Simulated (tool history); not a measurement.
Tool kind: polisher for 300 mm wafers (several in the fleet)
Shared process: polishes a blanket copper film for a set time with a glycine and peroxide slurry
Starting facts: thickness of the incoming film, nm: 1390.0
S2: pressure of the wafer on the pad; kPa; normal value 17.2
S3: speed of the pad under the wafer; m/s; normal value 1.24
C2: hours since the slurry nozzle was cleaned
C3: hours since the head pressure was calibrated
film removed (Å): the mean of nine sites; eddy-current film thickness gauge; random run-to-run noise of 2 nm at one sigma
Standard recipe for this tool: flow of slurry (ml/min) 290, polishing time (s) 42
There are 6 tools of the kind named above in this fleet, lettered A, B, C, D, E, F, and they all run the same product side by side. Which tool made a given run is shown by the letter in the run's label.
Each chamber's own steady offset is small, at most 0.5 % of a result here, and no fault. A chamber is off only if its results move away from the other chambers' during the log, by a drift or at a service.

-- day=0.362 chamber A: worn pad replaced by a new one
run 1C day=0.442 | flow_of_slurry_(ml/min)=290 S2=17.2 S3=1.24 polishing_time_(s)=42 | wafers_polished_on_this_pad=828 C2=268.0 C3=181.6 | film_removed_(Å)=2658.8
-- day=0.783 chamber F: worn pad replaced by a new one
run 2B day=0.858 | flow_of_slurry_(ml/min)=290 S2=17.2 S3=1.24 polishing_time_(s)=42 | wafers_polished_on_this_pad=352 C2=84.6 C3=1128.4 | film_removed_(Å)=2667.1
run 3E day=1.188 | flow_of_slurry_(ml/min)=290 S2=17.2 S3=1.24 polishing_time_(s)=42 | wafers_polished_on_this_pad=849 C2=32.9 C3=174.5 | film_removed_(Å)=2649.6
-- day=1.408 chamber C: slurry nozzle cleaned
run 4F day=1.504 | flow_of_slurry_(ml/min)=290 S2=17.2 S3=1.24 polishing_time_(s)=42 | wafers_polished_on_this_pad=154 C2=215.6 C3=1064.0 | film_removed_(Å)=2661.7
run 5D day=1.879 | flow_of_slurry_(ml/min)=290 S2=17.2 S3=1.24 polishing_time_(s)=42 | wafers_polished_on_this_pad=813 C2=142.3 C3=611.3 | film_removed_(Å)=2712.0
run 6A day=2.117 | flow_of_slurry_(ml/min)=290 S2=17.2 S3=1.24 polishing_time_(s)=42 | wafers_polished_on_this_pad=376 C2=61.2 C3=725.7 | film_removed_(Å)=2655.5
run 7A day=2.571 | flow_of_slurry_(ml/min)=290 S2=17.2 S3=1.24 polishing_time_(s)=42 | wafers_polished_on_this_pad=473 C2=72.1 C3=736.6 | film_removed_(Å)=2658.7
-- day=2.762 chamber E: worn pad replaced by a new one
run 8C day=2.925 | flow_of_slurry_(ml/min)=290 S2=17.2 S3=1.24 polishing_time_(s)=42 | wafers_polished_on_this_pad=1360 C2=36.4 C3=241.2 | film_removed_(Å)=2661.6
-- day=3.025 chamber B: worn pad replaced by a new one
run 9D day=3.217 | flow_of_slurry_(ml/min)=290 S2=17.2 S3=1.08 polishing_time_(s)=42 | wafers_polished_on_this_pad=1100 C2=174.4 C3=643.4 | film_removed_(Å)=2398.1
-- day=3.450 chamber F: head pressure recalibrated
run 10E day=3.588 | flow_of_slurry_(ml/min)=290 S2=17.2 S3=1.08 polishing_time_(s)=42 | wafers_polished_on_this_pad=177 C2=90.5 C3=232.1 | film_removed_(Å)=2358.8
run 11F day=3.842 | flow_of_slurry_(ml/min)=290 S2=17.2 S3=1.08 polishing_time_(s)=42 | wafers_polished_on_this_pad=655 C2=271.7 C3=9.4 | film_removed_(Å)=2369.3
-- day=3.988 chamber D: head pressure recalibrated
-- day=4.192 chamber F: worn pad replaced by a new one
run 12B day=4.288 | flow_of_slurry_(ml/min)=290 S2=17.2 S3=1.08 polishing_time_(s)=42 | wafers_polished_on_this_pad=270 C2=166.9 C3=1210.7 | film_removed_(Å)=2400.3
run 13B day=4.542 | flow_of_slurry_(ml/min)=290 S2=17.2 S3=1.08 polishing_time_(s)=42 | wafers_polished_on_this_pad=325 C2=173.0 C3=1216.8 | film_removed_(Å)=2365.7
-- day=4.754 chamber A: worn pad replaced by a new one
-- day=4.817 chamber D: worn pad replaced by a new one
run 14C day=5.021 | flow_of_slurry_(ml/min)=290 S2=17.2 S3=1.08 polishing_time_(s)=42 | wafers_polished_on_this_pad=1809 C2=86.7 C3=291.5 | film_removed_(Å)=2382.3
run 15F day=5.479 | flow_of_slurry_(ml/min)=290 S2=22.8 S3=1.10 polishing_time_(s)=42 | wafers_polished_on_this_pad=276 C2=311.0 C3=48.7 | film_removed_(Å)=2992.2
run 16A day=5.862 | flow_of_slurry_(ml/min)=290 S2=22.8 S3=1.10 polishing_time_(s)=42 | wafers_polished_on_this_pad=237 C2=151.1 C3=815.6 | film_removed_(Å)=3030.2
-- day=6.158 chamber F: slurry nozzle cleaned
run 17D day=6.212 | flow_of_slurry_(ml/min)=290 S2=22.8 S3=1.10 polishing_time_(s)=42 | wafers_polished_on_this_pad=299 C2=246.3 C3=53.4 | film_removed_(Å)=3039.6
-- day=6.404 chamber B: worn pad replaced by a new one
run 18E day=6.529 | flow_of_slurry_(ml/min)=290 S2=22.8 S3=1.10 polishing_time_(s)=42 | wafers_polished_on_this_pad=807 C2=161.1 C3=302.7 | film_removed_(Å)=3016.5
run 19A day=6.767 | flow_of_slurry_(ml/min)=290 S2=22.8 S3=1.10 polishing_time_(s)=42 | wafers_polished_on_this_pad=431 C2=172.8 C3=837.3 | film_removed_(Å)=3002.0
-- day=6.862 chamber F: worn pad replaced by a new one
run 20C day=7.254 | flow_of_slurry_(ml/min)=290 S2=22.8 S3=1.10 polishing_time_(s)=42 | wafers_polished_on_this_pad=2287 C2=140.3 C3=345.1 | film_removed_(Å)=3040.7
run 21E day=7.525 | flow_of_slurry_(ml/min)=290 S2=17.2 S3=1.24 polishing_time_(s)=42 | wafers_polished_on_this_pad=1020 C2=185.0 C3=326.6 | film_removed_(Å)=2643.3
run 22D day=7.925 | flow_of_slurry_(ml/min)=290 S2=17.2 S3=1.24 polishing_time_(s)=42 | wafers_polished_on_this_pad=665 C2=287.4 C3=94.5 | film_removed_(Å)=2652.9
run 23B day=8.342 | flow_of_slurry_(ml/min)=290 S2=17.2 S3=1.24 polishing_time_(s)=42 | wafers_polished_on_this_pad=415 C2=264.2 C3=1308.0 | film_removed_(Å)=2648.9
run 24F day=8.696 | flow_of_slurry_(ml/min)=290 S2=17.2 S3=1.46 polishing_time_(s)=42 | wafers_polished_on_this_pad=393 C2=60.9 C3=125.9 | film_removed_(Å)=3058.0
-- day=8.992 chamber A: worn pad replaced by a new one
run 25E day=9.104 | flow_of_slurry_(ml/min)=290 S2=17.2 S3=1.46 polishing_time_(s)=42 | wafers_polished_on_this_pad=1358 C2=222.9 C3=364.5 | film_removed_(Å)=3054.1
-- day=9.254 chamber B: worn pad replaced by a new one
run 26F day=9.317 | flow_of_slurry_(ml/min)=290 S2=17.2 S3=1.46 polishing_time_(s)=42 | wafers_polished_on_this_pad=526 C2=75.8 C3=140.8 | film_removed_(Å)=3032.4
run 27A day=9.583 | flow_of_slurry_(ml/min)=290 S2=17.2 S3=1.46 polishing_time_(s)=42 | wafers_polished_on_this_pad=127 C2=240.4 C3=904.9 | film_removed_(Å)=3106.3
-- day=9.800 chamber E: worn pad replaced by a new one
-- day=9.958 chamber B: head pressure recalibrated
run 28D day=9.967 | flow_of_slurry_(ml/min)=290 S2=17.2 S3=1.46 polishing_time_(s)=42 | wafers_polished_on_this_pad=1102 C2=336.4 C3=143.5 | film_removed_(Å)=3095.7
run 29B day=10.267 | flow_of_slurry_(ml/min)=290 S2=17.2 S3=1.46 polishing_time_(s)=42 | wafers_polished_on_this_pad=217 C2=310.4 C3=7.5 | film_removed_(Å)=3070.6
-- day=10.342 chamber F: worn pad replaced by a new one
run 30C day=10.525 | flow_of_slurry_(ml/min)=290 S2=17.2 S3=1.24 polishing_time_(s)=42 | wafers_polished_on_this_pad=2988 C2=218.8 C3=423.6 | film_removed_(Å)=2526.2
run 31D day=10.929 | flow_of_slurry_(ml/min)=290 S2=17.2 S3=1.40 polishing_time_(s)=42 | wafers_polished_on_this_pad=1309 C2=359.5 C3=166.6 | film_removed_(Å)=2937.1
run 32F day=11.346 | flow_of_slurry_(ml/min)=290 S2=17.2 S3=1.40 polishing_time_(s)=42 | wafers_polished_on_this_pad=215 C2=124.5 C3=189.5 | film_removed_(Å)=2911.2
run 33B day=11.562 | flow_of_slurry_(ml/min)=290 S2=17.2 S3=1.40 polishing_time_(s)=42 | wafers_polished_on_this_pad=494 C2=341.5 C3=38.6 | film_removed_(Å)=2938.2
-- day=11.821 chamber D: worn pad replaced by a new one
run 34A day=11.825 | flow_of_slurry_(ml/min)=290 S2=17.2 S3=1.40 polishing_time_(s)=42 | wafers_polished_on_this_pad=607 C2=294.2 C3=958.7 | film_removed_(Å)=2996.0
run 35C day=12.192 | flow_of_slurry_(ml/min)=290 S2=17.2 S3=1.40 polishing_time_(s)=42 | wafers_polished_on_this_pad=3345 C2=258.8 C3=463.6 | film_removed_(Å)=2732.9
-- day=12.279 chamber B: worn pad replaced by a new one
run 36E day=12.654 | flow_of_slurry_(ml/min)=290 S2=17.2 S3=1.40 polishing_time_(s)=42 | wafers_polished_on_this_pad=611 C2=308.1 C3=449.7 | film_removed_(Å)=2955.3
run 37E day=12.946 | flow_of_slurry_(ml/min)=290 S2=17.2 S3=0.88 polishing_time_(s)=42 | wafers_polished_on_this_pad=673 C2=315.1 C3=456.7 | film_removed_(Å)=1982.7
run 38C day=13.375 | flow_of_slurry_(ml/min)=290 S2=17.2 S3=0.88 polishing_time_(s)=42 | wafers_polished_on_this_pad=3598 C2=287.2 C3=492.0 | film_removed_(Å)=1853.4
-- day=13.467 chamber F: worn pad replaced by a new one
run 39A day=13.854 | flow_of_slurry_(ml/min)=290 S2=17.2 S3=0.88 polishing_time_(s)=42 | wafers_polished_on_this_pad=1041 C2=342.9 C3=1007.4 | film_removed_(Å)=1985.3
run 40F day=14.204 | flow_of_slurry_(ml/min)=290 S2=17.2 S3=0.88 polishing_time_(s)=42 | wafers_polished_on_this_pad=158 C2=193.1 C3=258.1 | film_removed_(Å)=1969.6
run 41D day=14.471 | flow_of_slurry_(ml/min)=290 S2=17.2 S3=0.88 polishing_time_(s)=42 | wafers_polished_on_this_pad=568 C2=444.5 C3=251.6 | film_removed_(Å)=2025.6
-- day=14.562 chamber C: slurry nozzle cleaned
run 42B day=14.896 | flow_of_slurry_(ml/min)=290 S2=17.2 S3=0.88 polishing_time_(s)=42 | wafers_polished_on_this_pad=561 C2=421.5 C3=118.6 | film_removed_(Å)=2004.0
run 43C day=15.250 | flow_of_slurry_(ml/min)=290 S2=17.2 S3=1.24 polishing_time_(s)=42 | wafers_polished_on_this_pad=4000 C2=16.5 C3=537.0 | film_removed_(Å)=2432.1
run 44F day=15.508 | flow_of_slurry_(ml/min)=290 S2=17.2 S3=1.24 polishing_time_(s)=42 | wafers_polished_on_this_pad=437 C2=224.4 C3=289.4 | film_removed_(Å)=2654.1

Each of the 6 chambers runs these same settings next. Fill in every chamber's results:
run 45A day=15.858 | flow_of_slurry_(ml/min)=290 S2=14.5 S3=1.24 polishing_time_(s)=42 | film_removed_(Å)=?
run 45B day=15.858 | flow_of_slurry_(ml/min)=290 S2=14.5 S3=1.24 polishing_time_(s)=42 | film_removed_(Å)=?
run 45C day=15.858 | flow_of_slurry_(ml/min)=290 S2=14.5 S3=1.24 polishing_time_(s)=42 | film_removed_(Å)=?
run 45D day=15.858 | flow_of_slurry_(ml/min)=290 S2=14.5 S3=1.24 polishing_time_(s)=42 | film_removed_(Å)=?
run 45E day=15.858 | flow_of_slurry_(ml/min)=290 S2=14.5 S3=1.24 polishing_time_(s)=42 | film_removed_(Å)=?
run 45F day=15.858 | flow_of_slurry_(ml/min)=290 S2=14.5 S3=1.24 polishing_time_(s)=42 | film_removed_(Å)=?

run=45A film_removed_(Å)=2330.7
run=45B film_removed_(Å)=2292.2
run=45C film_removed_(Å)=2050.3
run=45D film_removed_(Å)=2301.0
run=45E film_removed_(Å)=2297.5
run=45F film_removed_(Å)=2287.5
